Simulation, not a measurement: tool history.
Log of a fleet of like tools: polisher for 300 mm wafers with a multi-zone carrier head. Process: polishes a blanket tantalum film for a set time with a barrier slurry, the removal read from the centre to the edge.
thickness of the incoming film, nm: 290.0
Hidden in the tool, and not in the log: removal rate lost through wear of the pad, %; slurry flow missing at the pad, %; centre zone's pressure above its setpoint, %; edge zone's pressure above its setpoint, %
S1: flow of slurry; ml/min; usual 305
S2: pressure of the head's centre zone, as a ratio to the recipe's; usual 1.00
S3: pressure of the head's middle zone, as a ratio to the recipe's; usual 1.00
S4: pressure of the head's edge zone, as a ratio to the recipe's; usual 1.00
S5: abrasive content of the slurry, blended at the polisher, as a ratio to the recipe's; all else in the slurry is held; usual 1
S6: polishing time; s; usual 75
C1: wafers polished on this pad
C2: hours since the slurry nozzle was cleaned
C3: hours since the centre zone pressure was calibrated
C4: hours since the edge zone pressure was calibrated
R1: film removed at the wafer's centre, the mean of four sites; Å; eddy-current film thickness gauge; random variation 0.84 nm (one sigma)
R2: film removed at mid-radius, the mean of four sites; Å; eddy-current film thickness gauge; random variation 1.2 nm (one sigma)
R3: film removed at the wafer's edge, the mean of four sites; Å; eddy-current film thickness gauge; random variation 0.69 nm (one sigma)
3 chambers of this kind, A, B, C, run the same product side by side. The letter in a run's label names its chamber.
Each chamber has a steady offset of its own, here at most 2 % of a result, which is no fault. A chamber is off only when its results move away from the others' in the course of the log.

{"run": "1C", "day": 0.146, "S1": 305, "S2": 1.0, "S3": 1.0, "S4": 1.0, "S5": 1, "S6": 75, "C1": 318, "C2": 31.8, "C3": 653.4, "C4": 101.8, "R1": 907.84, "R2": 896.15, "R3": 905.02}
{"run": "2B", "day": 0.325, "S1": 305, "S2": 1.0, "S3": 1.0, "S4": 1.0, "S5": 1, "S6": 75, "C1": 574, "C2": 326.4, "C3": 333.3, "C4": 276.1, "R1": 915.09, "R2": 911.48, "R3": 912.1}
{"day": 0.333, "done": "chamber B: worn pad replaced by a new one"}
{"run": "3A", "day": 0.45, "S1": 305, "S2": 1.0, "S3": 1.0, "S4": 1.0, "S5": 1, "S6": 75, "C1": 507, "C2": 448.9, "C3": 385.5, "C4": 369.5, "R1": 919.59, "R2": 926.91, "R3": 910.68}
{"run": "4B", "day": 0.6, "S1": 305, "S2": 1.0, "S3": 1.0, "S4": 1.0, "S5": 1, "S6": 75, "C1": 70, "C2": 333.0, "C3": 339.9, "C4": 282.7, "R1": 905.2, "R2": 898.97, "R3": 911.58}
{"day": 0.758, "done": "chamber A: centre zone pressure recalibrated"}
{"run": "5A", "day": 0.833, "S1": 305, "S2": 0.96, "S3": 1.0, "S4": 1.0, "S5": 1, "S6": 75, "C1": 607, "C2": 458.1, "C3": 1.8, "C4": 378.7, "R1": 878.34, "R2": 891.2, "R3": 906.11}
{"run": "6C", "day": 1.008, "S1": 305, "S2": 0.96, "S3": 1.0, "S4": 1.0, "S5": 1, "S6": 75, "C1": 544, "C2": 52.5, "C3": 674.1, "C4": 122.5, "R1": 860.63, "R2": 896.05, "R3": 905.58}
{"run": "7A", "day": 1.196, "S1": 305, "S2": 0.96, "S3": 1.0, "S4": 1.0, "S5": 1, "S6": 75, "C1": 702, "C2": 466.8, "C3": 10.5, "C4": 387.4, "R1": 878.48, "R2": 924.19, "R3": 905.84}
{"run": "8B", "day": 1.392, "S1": 305, "S2": 1.0, "S3": 1.0, "S4": 1.0, "S5": 1, "S6": 75, "C1": 278, "C2": 352.0, "C3": 358.9, "C4": 301.7, "R1": 912.54, "R2": 887.69, "R3": 911.99}
{"run": "9C", "day": 1.542, "S1": 405, "S2": 1.0, "S3": 1.0, "S4": 1.0, "S5": 1, "S6": 55, "C1": 684, "C2": 65.3, "C3": 686.9, "C4": 135.3, "R1": 670.27, "R2": 672.58, "R3": 671.46}
{"run": "10B", "day": 1.812, "S1": 405, "S2": 1.0, "S3": 1.0, "S4": 1.0, "S5": 1, "S6": 55, "C1": 388, "C2": 362.1, "C3": 369.0, "C4": 311.8, "R1": 685.25, "R2": 691.98, "R3": 677.91}
{"run": "11A", "day": 2.079, "S1": 405, "S2": 1.0, "S3": 1.0, "S4": 1.0, "S5": 1, "S6": 55, "C1": 933, "C2": 488.0, "C3": 31.7, "C4": 408.6, "R1": 670.94, "R2": 683.52, "R3": 669.26}
{"day": 2.108, "done": "chamber C: worn pad replaced by a new one"}
{"run": "12C", "day": 2.242, "S1": 305, "S2": 1.0, "S3": 1.0, "S4": 1.0, "S5": 1, "S6": 75, "C1": 35, "C2": 82.1, "C3": 703.7, "C4": 152.1, "R1": 893.16, "R2": 880.07, "R3": 905.0}
{"run": "13C", "day": 2.429, "S1": 305, "S2": 1.0, "S3": 1.0, "S4": 1.0, "S5": 1, "S6": 75, "C1": 84, "C2": 86.6, "C3": 708.2, "C4": 156.6, "R1": 888.12, "R2": 918.94, "R3": 909.74}
{"run": "14B", "day": 2.638, "S1": 385, "S2": 1.0, "S3": 0.95, "S4": 1.0, "S5": 1, "S6": 75, "C1": 604, "C2": 381.9, "C3": 388.8, "C4": 331.6, "R1": 928.61, "R2": 895.27, "R3": 914.65}
{"day": 2.796, "done": "chamber B: worn pad replaced by a new one"}
{"run": "15A", "day": 2.821, "S1": 385, "S2": 1.0, "S3": 0.95, "S4": 1.0, "S5": 1, "S6": 75, "C1": 1128, "C2": 505.8, "C3": 49.5, "C4": 426.4, "R1": 908.83, "R2": 898.05, "R3": 903.94}
{"run": "16A", "day": 3.0, "S1": 385, "S2": 1.0, "S3": 0.95, "S4": 1.0, "S5": 1, "S6": 75, "C1": 1175, "C2": 510.1, "C3": 53.8, "C4": 430.7, "R1": 918.89, "R2": 882.35, "R3": 900.87}
{"run": "17B", "day": 3.179, "S1": 305, "S2": 1.0, "S3": 1.0, "S4": 1.0, "S5": 1, "S6": 75, "C1": 101, "C2": 394.9, "C3": 401.8, "C4": 344.6, "R1": 914.19, "R2": 928.45, "R3": 911.52}
{"run": "18C", "day": 3.35, "S1": 305, "S2": 1.0, "S3": 1.0, "S4": 1.0, "S5": 1, "S6": 75, "C1": 326, "C2": 108.7, "C3": 730.3, "C4": 178.7, "R1": 890.81, "R2": 884.52, "R3": 902.68}
{"run": "19A", "day": 3.583, "S1": 305, "S2": 1.0, "S3": 1.0, "S4": 1.0, "S5": 1, "S6": 75, "C1": 1327, "C2": 524.1, "C3": 67.8, "C4": 444.7, "R1": 878.9, "R2": 900.27, "R3": 884.58}
{"run": "20C", "day": 3.767, "S1": 305, "S2": 1.0, "S3": 1.0, "S4": 1.0, "S5": 1, "S6": 58, "C1": 435, "C2": 118.7, "C3": 740.3, "C4": 188.7, "R1": 690.73, "R2": 703.2, "R3": 692.16}
{"run": "21B", "day": 4.017, "S1": 305, "S2": 1.0, "S3": 1.0, "S4": 1.0, "S5": 1, "S6": 58, "C1": 320, "C2": 415.0, "C3": 421.9, "C4": 364.7, "R1": 692.72, "R2": 690.84, "R3": 697.81}
{"run": "22A", "day": 4.188, "S1": 305, "S2": 1.0, "S3": 1.0, "S4": 1.0, "S5": 1, "S6": 58, "C1": 1486, "C2": 538.6, "C3": 82.3, "C4": 459.2, "R1": 680.26, "R2": 680.1, "R3": 680.96}
{"run": "23B", "day": 4.317, "S1": 305, "S2": 1.0, "S3": 1.0, "S4": 1.0, "S5": 1, "S6": 75, "C1": 399, "C2": 422.2, "C3": 429.1, "C4": 371.9, "R1": 919.95, "R2": 936.84, "R3": 910.58}
{"run": "24C", "day": 4.488, "S1": 305, "S2": 1.0, "S3": 1.0, "S4": 1.0, "S5": 1, "S6": 75, "C1": 624, "C2": 136.0, "C3": 757.6, "C4": 206.0, "R1": 895.97, "R2": 899.26, "R3": 916.71}
{"run": "25B", "day": 4.729, "S1": 305, "S2": 1.0, "S3": 1.0, "S4": 1.0, "S5": 1, "S6": 75, "C1": 507, "C2": 432.1, "C3": 439.0, "C4": 381.8, "R1": 896.87, "R2": 919.5, "R3": 898.03}
{"run": "26C", "day": 4.904, "S1": 265, "S2": 1.0, "S3": 1.0, "S4": 1.0, "S5": 1, "S6": 75, "C1": 733, "C2": 146.0, "C3": 767.6, "C4": 216.0, "R1": 883.55, "R2": 913.26, "R3": 890.92}
{"day": 4.996, "done": "chamber B: worn pad replaced by a new one"}
{"run": "27A", "day": 5.075, "S1": 265, "S2": 1.0, "S3": 1.0, "S4": 1.0, "S5": 1, "S6": 75, "C1": 1718, "C2": 559.9, "C3": 103.6, "C4": 480.5, "R1": 863.85, "R2": 851.35, "R3": 854.28}
{"day": 5.246, "done": "chamber A: edge zone pressure recalibrated"}
{"run": "28C", "day": 5.262, "S1": 265, "S2": 1.0, "S3": 1.0, "S4": 1.0, "S5": 1, "S6": 75, "C1": 827, "C2": 154.6, "C3": 776.2, "C4": 224.6, "R1": 866.05, "R2": 881.2, "R3": 897.18}
{"run": "29B", "day": 5.4, "S1": 350, "S2": 1.0, "S3": 1.0, "S4": 1.06, "S5": 1, "S6": 75, "C1": 106, "C2": 448.2, "C3": 455.1, "C4": 397.9, "R1": 900.46, "R2": 922.5, "R3": 945.09}
{"day": 5.592, "done": "chamber C: worn pad replaced by a new one"}
{"run": "30A", "day": 5.604, "S1": 350, "S2": 1.0, "S3": 1.0, "S4": 1.06, "S5": 1, "S6": 75, "C1": 1857, "C2": 572.6, "C3": 116.3, "C4": 8.6, "R1": 891.79, "R2": 894.61, "R3": 889.28}
{"run": "31B", "day": 5.754, "S1": 350, "S2": 1.0, "S3": 1.0, "S4": 1.06, "S5": 1, "S6": 75, "C1": 199, "C2": 456.7, "C3": 463.6, "C4": 406.4, "R1": 925.22, "R2": 922.19, "R3": 942.34}
{"run": "32C", "day": 5.996, "S1": 305, "S2": 1.0, "S3": 1.0, "S4": 1.0, "S5": 1, "S6": 75, "C1": 106, "C2": 172.2, "C3": 793.8, "C4": 242.2, "R1": 899.95, "R2": 911.42, "R3": 906.56}
{"run": "33A", "day": 6.138, "S1": 305, "S2": 1.0, "S3": 1.0, "S4": 1.0, "S5": 1, "S6": 75, "C1": 1997, "C2": 585.4, "C3": 129.1, "C4": 21.4, "R1": 846.05, "R2": 846.29, "R3": 846.35}
{"run": "34C", "day": 6.396, "S1": 305, "S2": 1.0, "S3": 1.0, "S4": 1.0, "S5": 1, "S6": 75, "C1": 211, "C2": 181.8, "C3": 803.4, "C4": 251.8, "R1": 905.27, "R2": 912.55, "R3": 898.84}
{"run": "35A", "day": 6.662, "S1": 305, "S2": 1.0, "S3": 1.0, "S4": 1.0, "S5": 1, "S6": 75, "C1": 2134, "C2": 598.0, "C3": 141.7, "C4": 34.0, "R1": 847.55, "R2": 840.74, "R3": 841.7}
{"run": "36B", "day": 6.854, "S1": 305, "S2": 1.0, "S3": 1.0, "S4": 1.0, "S5": 1, "S6": 75, "C1": 487, "C2": 483.1, "C3": 490.0, "C4": 432.8, "R1": 890.54, "R2": 932.43, "R3": 919.72}
{"run": "37A", "day": 7.058, "S1": 305, "S2": 1.0, "S3": 1.0, "S4": 1.0, "S5": 1, "S6": 52, "C1": 2238, "C2": 607.5, "C3": 151.2, "C4": 43.5, "R1": 590.52, "R2": 589.27, "R3": 581.35}
{"run": "38C", "day": 7.246, "S1": 305, "S2": 1.0, "S3": 1.0, "S4": 1.0, "S5": 1, "S6": 52, "C1": 434, "C2": 202.2, "C3": 823.8, "C4": 272.2, "R1": 619.18, "R2": 628.46, "R3": 623.58}
{"day": 7.362, "done": "chamber B: worn pad replaced by a new one"}
{"run": "39B", "day": 7.5, "S1": 305, "S2": 1.0, "S3": 1.0, "S4": 1.0, "S5": 1, "S6": 52, "C1": 36, "C2": 498.6, "C3": 505.5, "C4": 448.3, "R1": 631.1, "R2": 638.89, "R3": 629.13}
{"run": "40B", "day": 7.75, "S1": 305, "S2": 1.0, "S3": 1.0, "S4": 1.0, "S5": 1, "S6": 75, "C1": 101, "C2": 504.6, "C3": 511.5, "C4": 454.3, "R1": 903.19, "R2": 891.39, "R3": 906.33}
{"run": "41A", "day": 8.029, "S1": 305, "S2": 1.0, "S3": 1.0, "S4": 1.0, "S5": 1, "S6": 75, "C1": 2492, "C2": 630.8, "C3": 174.5, "C4": 66.8, "R1": 824.03, "R2": 867.54, "R3": 833.35}
{"run": "42C", "day": 8.304, "S1": 305, "S2": 1.0, "S3": 1.0, "S4": 1.0, "S5": 1, "S6": 75, "C1": 711, "C2": 227.6, "C3": 849.2, "C4": 297.6, "R1": 901.83, "R2": 898.16, "R3": 908.01}
{"run": "43C", "day": 8.471, "S1": 305, "S2": 1.0, "S3": 1.0, "S4": 1.0, "S5": 1, "S6": 75, "C1": 755, "C2": 231.6, "C3": 853.2, "C4": 301.6, "R1": 900.4, "R2": 896.7, "R3": 904.89}

Next, every chamber runs the same settings. What will each give?
{"run": "44A", "day": 8.667, "S1": 305, "S2": 1.0, "S3": 1.0, "S4": 1.0, "S5": 1, "S6": 56, "R1": "?", "R2": "?", "R3": "?"}
{"run": "44B", "day": 8.667, "S1": 305, "S2": 1.0, "S3": 1.0, "S4": 1.0, "S5": 1, "S6": 56, "R1": "?", "R2": "?", "R3": "?"}
{"run": "44C", "day": 8.667, "S1": 305, "S2": 1.0, "S3": 1.0, "S4": 1.0, "S5": 1, "S6": 56, "R1": "?", "R2": "?", "R3": "?"}

run=44A R1=625.54 R2=618.08 R3=616.09
run=44B R1=672.41 R2=682.88 R3=685.58
run=44C R1=665.50 R2=677.98 R3=680.74
